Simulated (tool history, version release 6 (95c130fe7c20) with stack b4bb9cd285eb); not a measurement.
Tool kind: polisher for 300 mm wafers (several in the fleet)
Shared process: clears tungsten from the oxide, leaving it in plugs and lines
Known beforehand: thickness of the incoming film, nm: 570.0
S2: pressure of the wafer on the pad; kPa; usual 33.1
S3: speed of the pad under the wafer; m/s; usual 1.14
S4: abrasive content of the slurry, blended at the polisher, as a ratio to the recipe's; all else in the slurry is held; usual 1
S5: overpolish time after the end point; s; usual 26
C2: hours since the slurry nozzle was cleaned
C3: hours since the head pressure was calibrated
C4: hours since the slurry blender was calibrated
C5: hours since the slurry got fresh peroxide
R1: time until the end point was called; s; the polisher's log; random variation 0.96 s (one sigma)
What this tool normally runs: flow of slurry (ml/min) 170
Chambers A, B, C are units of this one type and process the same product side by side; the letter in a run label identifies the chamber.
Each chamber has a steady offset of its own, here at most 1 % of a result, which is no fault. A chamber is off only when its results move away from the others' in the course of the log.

Run 1B, hour 3.7: usual settings; wafers polished on this pad 202; C2 401; C3 746; C4 264.2; C5 14.2. Result: R1 96.943 s.
Run 2A, hour 9.8: usual settings; wafers polished on this pad 951; C2 14.2; C3 320.3; C4 122.3; C5 107.2. Result: R1 97.404 s.
At hour 11.3: chamber C: slurry tank refilled with fresh slurry and peroxide.
Run 3C, hour 13.8: usual settings; wafers polished on this pad 1198; C2 174.4; C3 210.5; C4 243.4; C5 2.5. Result: R1 96.289 s.
At hour 20.3: chamber C: worn pad replaced by a new one.
Run 4C, hour 21: usual settings; wafers polished on this pad 6; C2 181.6; C3 217.7; C4 250.6; C5 9.7. Result: R1 98.239 s.
At hour 24.8: chamber A: slurry tank refilled with fresh slurry and peroxide.
Run 5A, hour 27: usual settings; wafers polished on this pad 1086; C2 31.4; C3 337.5; C4 139.5; C5 2.3. Result: R1 96.903 s.
Run 6B, hour 30.8: usual settings; wafers polished on this pad 415; C2 428.1; C3 773.1; C4 291.3; C5 41.3. Result: R1 96.979 s.
Run 7A, hour 35.6: usual settings; wafers polished on this pad 1154; C2 40; C3 346.1; C4 148.1; C5 10.9. Result: R1 97.654 s.
Run 8B, hour 41.4: usual settings; wafers polished on this pad 499; C2 438.7; C3 783.7; C4 301.9; C5 51.9. Result: R1 97.024 s.
At hour 45.4: chamber A: worn pad replaced by a new one.
Run 9C, hour 47.5: usual settings; wafers polished on this pad 214; C2 208.1; C3 244.2; C4 277.1; C5 36.2. Result: R1 100.15 s.
At hour 50.8: chamber C: slurry blender recalibrated.
Run 10A, hour 52.9: usual settings; wafers polished on this pad 59; C2 57.3; C3 363.4; C4 165.4; C5 28.2. Result: R1 97.1 s.
Run 11C, hour 59.3: usual settings but S5 17 s; wafers polished on this pad 307; C2 219.9; C3 256; C4 8.6; C5 48. Result: R1 98.662 s.
Run 12B, hour 63.9: usual settings but S5 17 s; wafers polished on this pad 676; C2 461.2; C3 806.2; C4 324.4; C5 74.4. Result: R1 97.695 s.
At hour 66: chamber C: slurry tank refilled with fresh slurry and peroxide.
Run 13B, hour 68.2: usual settings but S5 17 s; wafers polished on this pad 710; C2 465.5; C3 810.5; C4 328.7; C5 78.7. Result: R1 98.55 s.
Run 14C, hour 71.9: usual settings; wafers polished on this pad 406; C2 232.5; C3 268.6; C4 21.2; C5 5.9. Result: R1 98.306 s.
Run 15A, hour 77.7: usual settings but S2 41.4 kPa, S3 1.3 m/s; wafers polished on this pad 254; C2 82.1; C3 388.2; C4 190.2; C5 53. Result: R1 67.953 s.
At hour 79.8: chamber B: slurry blender recalibrated.
Run 16C, hour 84.1: usual settings but S2 41.4 kPa, S3 1.3 m/s; wafers polished on this pad 502; C2 244.7; C3 280.8; C4 33.4; C5 18.1. Result: R1 69.018 s.
Run 17A, hour 89.8: usual settings but S2 41.4 kPa, S3 1.3 m/s; wafers polished on this pad 349; C2 94.2; C3 400.3; C4 202.3; C5 65.1. Result: R1 67.518 s.
At hour 92.7: chamber B: worn pad replaced by a new one.
Run 18B, hour 93.1: usual settings; wafers polished on this pad 3; C2 490.4; C3 835.4; C4 13.3; C5 103.6. Result: R1 97.867 s.
Run 19A, hour 98.3: usual settings but flow of slurry (ml/min) 125, S2 38.6 kPa; wafers polished on this pad 416; C2 102.7; C3 408.8; C4 210.8; C5 73.6. Result: R1 89.473 s.
Run 20B, hour 101.8: usual settings but flow of slurry (ml/min) 125, S2 38.6 kPa; wafers polished on this pad 72; C2 499.1; C3 844.1; C4 22; C5 112.3. Result: R1 89.597 s.
Run 21C, hour 105.9: usual settings but flow of slurry (ml/min) 125, S2 38.6 kPa; wafers polished on this pad 673; C2 266.5; C3 302.6; C4 55.2; C5 39.9. Result: R1 89.112 s.
Run 22A, hour 112.7: usual settings; wafers polished on this pad 529; C2 117.1; C3 423.2; C4 225.2; C5 88. Result: R1 97.832 s.
Run 23C, hour 119: usual settings; wafers polished on this pad 776; C2 279.6; C3 315.7; C4 68.3; C5 53. Result: R1 97.854 s.

What goes on in this fleet: one chamber off, a drifting gauge, or nothing beyond the chambers' own small offsets? Name the chamber and the cause, if any.

No chamber is off and the gauge is stable; the differences are just each chamber's small, constant offset.
